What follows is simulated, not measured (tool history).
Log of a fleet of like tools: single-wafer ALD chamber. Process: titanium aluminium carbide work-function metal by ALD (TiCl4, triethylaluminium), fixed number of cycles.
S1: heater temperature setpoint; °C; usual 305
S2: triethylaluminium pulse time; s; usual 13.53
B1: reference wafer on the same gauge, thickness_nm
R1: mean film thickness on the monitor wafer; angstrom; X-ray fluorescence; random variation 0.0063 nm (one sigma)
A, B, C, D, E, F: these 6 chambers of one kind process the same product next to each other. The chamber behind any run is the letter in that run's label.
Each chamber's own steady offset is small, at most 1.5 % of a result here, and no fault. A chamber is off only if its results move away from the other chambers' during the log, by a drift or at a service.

At day 0.008: chamber F: triethylaluminium bottle replaced.
Run 1F, day 0.154: usual settings; B1 2.1202. Result: R1 20.801 angstrom.
Run 2E, day 0.358: usual settings; B1 2.1203. Result: R1 20.934 angstrom.
Run 3A, day 0.600: usual settings; B1 2.1213. Result: R1 20.843 angstrom.
Run 4B, day 0.775: usual settings; B1 2.1204. Result: R1 20.606 angstrom.
Run 5C, day 0.879: usual settings; B1 2.1201. Result: R1 21.102 angstrom.
Run 6D, day 1.092: usual settings; B1 2.1191. Result: R1 21.040 angstrom.
Run 7C, day 1.325: usual settings; B1 2.1196. Result: R1 21.172 angstrom.
Run 8D, day 1.571: usual settings; B1 2.1206. Result: R1 20.964 angstrom.
Run 9F, day 1.796: usual settings but S1 313 °C, S2 17.88 s; B1 2.1196. Result: R1 21.613 angstrom.
Run 10A, day 2.008: usual settings but S1 313 °C, S2 17.88 s; B1 2.1194. Result: R1 21.856 angstrom.
Run 11E, day 2.179: usual settings but S1 313 °C, S2 17.88 s; B1 2.1201. Result: R1 21.790 angstrom.
Run 12B, day 2.400: usual settings but S1 313 °C, S2 17.88 s; B1 2.1203. Result: R1 21.511 angstrom.
Run 13F, day 2.550: usual settings but S1 313 °C, S2 17.88 s; B1 2.1187. Result: R1 21.695 angstrom.
Run 14B, day 2.779: usual settings but S1 313 °C, S2 17.88 s; B1 2.1211. Result: R1 21.467 angstrom.
Run 15C, day 3.025: usual settings; B1 2.1201. Result: R1 21.089 angstrom.
Run 16A, day 3.200: usual settings but S1 310 °C, S2 9.71 s; B1 2.1200. Result: R1 20.737 angstrom.
Run 17E, day 3.371: usual settings but S1 310 °C, S2 9.71 s; B1 2.1212. Result: R1 20.984 angstrom.
Run 18D, day 3.483: usual settings but S1 310 °C, S2 9.71 s; B1 2.1191. Result: R1 20.905 angstrom.
Run 19F, day 3.717: usual settings but S1 310 °C, S2 9.71 s; B1 2.1191. Result: R1 20.760 angstrom.
Run 20A, day 3.958: usual settings but S1 310 °C, S2 9.71 s; B1 2.1195. Result: R1 20.799 angstrom.
Run 21B, day 4.179: usual settings but S1 310 °C, S2 9.71 s; B1 2.1188. Result: R1 20.612 angstrom.
At day 4.233: chamber E: thermocouple changed; heater temperature recalibrated.
Run 22E, day 4.371: usual settings; B1 2.1200. Result: R1 21.496 angstrom.
Run 23D, day 4.508: usual settings; B1 2.1197. Result: R1 20.957 angstrom.
Run 24C, day 4.679: usual settings; B1 2.1203. Result: R1 20.923 angstrom.
Run 25B, day 4.796: usual settings; B1 2.1196. Result: R1 20.722 angstrom.
Run 26D, day 4.942: usual settings; B1 2.1207. Result: R1 20.931 angstrom.
Run 27F, day 5.079: usual settings; B1 2.1205. Result: R1 20.870 angstrom.
Run 28A, day 5.238: usual settings; B1 2.1216. Result: R1 20.830 angstrom.
Run 29E, day 5.450: usual settings; B1 2.1206. Result: R1 21.328 angstrom.
Run 30C, day 5.650: usual settings but S1 314 °C; B1 2.1215. Result: R1 21.886 angstrom.
Run 31C, day 5.771: usual settings but S1 314 °C; B1 2.1196. Result: R1 21.766 angstrom.
Run 32B, day 5.954: usual settings but S1 314 °C; B1 2.1212. Result: R1 21.314 angstrom.
Run 33D, day 6.138: usual settings but S1 314 °C; B1 2.1218. Result: R1 21.842 angstrom.
Run 34F, day 6.267: usual settings but S1 314 °C; B1 2.1201. Result: R1 21.668 angstrom.
Run 35A, day 6.496: usual settings but S1 314 °C; B1 2.1193. Result: R1 21.658 angstrom.
Run 36E, day 6.617: usual settings; B1 2.1178. Result: R1 21.436 angstrom.
Run 37D, day 6.833: usual settings but S2 16.77 s; B1 2.1195. Result: R1 21.143 angstrom.
Run 38F, day 6.988: usual settings but S2 16.77 s; B1 2.1192. Result: R1 20.954 angstrom.
Run 39B, day 7.142: usual settings but S2 16.77 s; B1 2.1205. Result: R1 20.895 angstrom.
Run 40A, day 7.258: usual settings but S2 16.77 s; B1 2.1193. Result: R1 20.939 angstrom.
Run 41C, day 7.375: usual settings but S2 16.77 s; B1 2.1197. Result: R1 21.166 angstrom.
Run 42E, day 7.538: usual settings but S2 16.77 s; B1 2.1201. Result: R1 21.525 angstrom.

All chambers now run identical settings, listed one chamber a line with results as question marks. What results will each chamber show?
Run 43A, day 7.717: usual settings but S2 11.78 s. Result: R1 ?.
Run 43B, day 7.717: usual settings but S2 11.78 s. Result: R1 ?.
Run 43C, day 7.717: usual settings but S2 11.78 s. Result: R1 ?.
Run 43D, day 7.717: usual settings but S2 11.78 s. Result: R1 ?.
Run 43E, day 7.717: usual settings but S2 11.78 s. Result: R1 ?.
Run 43F, day 7.717: usual settings but S2 11.78 s. Result: R1 ?.

run      R1
43A  20.731
43B  20.507
43C  20.847
43D  20.748
43E  21.304
43F  20.632

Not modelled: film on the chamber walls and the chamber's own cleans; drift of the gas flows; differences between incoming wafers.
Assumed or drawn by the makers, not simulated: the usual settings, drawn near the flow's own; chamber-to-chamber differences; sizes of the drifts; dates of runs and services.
